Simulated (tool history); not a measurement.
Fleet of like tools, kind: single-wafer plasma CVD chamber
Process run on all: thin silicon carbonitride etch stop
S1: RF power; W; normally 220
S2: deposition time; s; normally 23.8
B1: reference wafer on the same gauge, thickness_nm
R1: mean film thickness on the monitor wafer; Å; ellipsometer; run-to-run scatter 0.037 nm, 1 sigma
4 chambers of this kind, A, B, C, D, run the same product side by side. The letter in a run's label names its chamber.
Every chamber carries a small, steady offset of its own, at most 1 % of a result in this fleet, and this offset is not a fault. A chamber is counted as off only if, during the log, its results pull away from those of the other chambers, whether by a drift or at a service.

run	hour	S1	S2	B1	R1
1C	4.5	220	23.8	12.202	140.47
2D	8.8	220	23.8	12.204	139.14
3A	16.2	220	23.8	12.203	140.50
4B	22.1	220	23.8	12.191	139.83
5D	30.4	220	27.9	12.200	163.63
6C	36.1	220	27.9	12.202	164.49
7A	45.3	220	27.9	12.204	164.46
8B	52.4	220	27.9	12.201	162.33
9D	56.8	220	23.8	12.191	139.65
10C	61.4	220	23.8	12.200	140.41
11B	67.0	220	23.8	12.197	139.12
12A	72.0	255	19.9	12.199	122.20
13A	79.2	255	19.9	12.195	122.11
14D	85.2	255	19.9	12.198	121.43
15C	91.3	255	19.9	12.202	122.37
16B	100.2	220	23.8	12.202	138.81
17A	104.6	220	23.8	12.205	139.96
18C	111.9	220	23.8	12.207	140.91
19B	117.9	220	23.8	12.192	139.13
20D	123.3	220	23.8	12.201	139.17
21A	131.0	220	23.8	12.208	140.44
# hour 134.6: chamber D: RF generator calibrated
22C	135.9	220	23.8	12.204	140.67
23B	142.8	250	23.8	12.199	144.93
24D	149.1	250	23.8	12.201	145.20
25B	156.4	250	23.8	12.206	143.92
26A	164.0	250	23.8	12.205	145.19
27D	171.8	245	19.4	12.189	117.24
28C	179.6	245	19.4	12.199	118.33
29A	188.5	245	19.4	12.201	117.71
30C	195.9	245	19.4	12.204	118.54
31B	203.2	220	23.8	12.207	139.37
32D	209.2	220	23.8	12.198	139.29
33B	217.5	240	23.8	12.193	143.22
34D	225.8	240	23.8	12.203	142.70
35A	230.8	240	23.8	12.198	143.61
36C	236.4	240	23.8	12.195	144.99

Predict what each chamber gives when all 4 of them run the settings below next.
37A	243.0	220	23.8		?
37B	243.0	220	23.8		?
37C	243.0	220	23.8		?
37D	243.0	220	23.8		?

run	R1
37A	139.79
37B	139.61
37C	140.81
37D	139.24
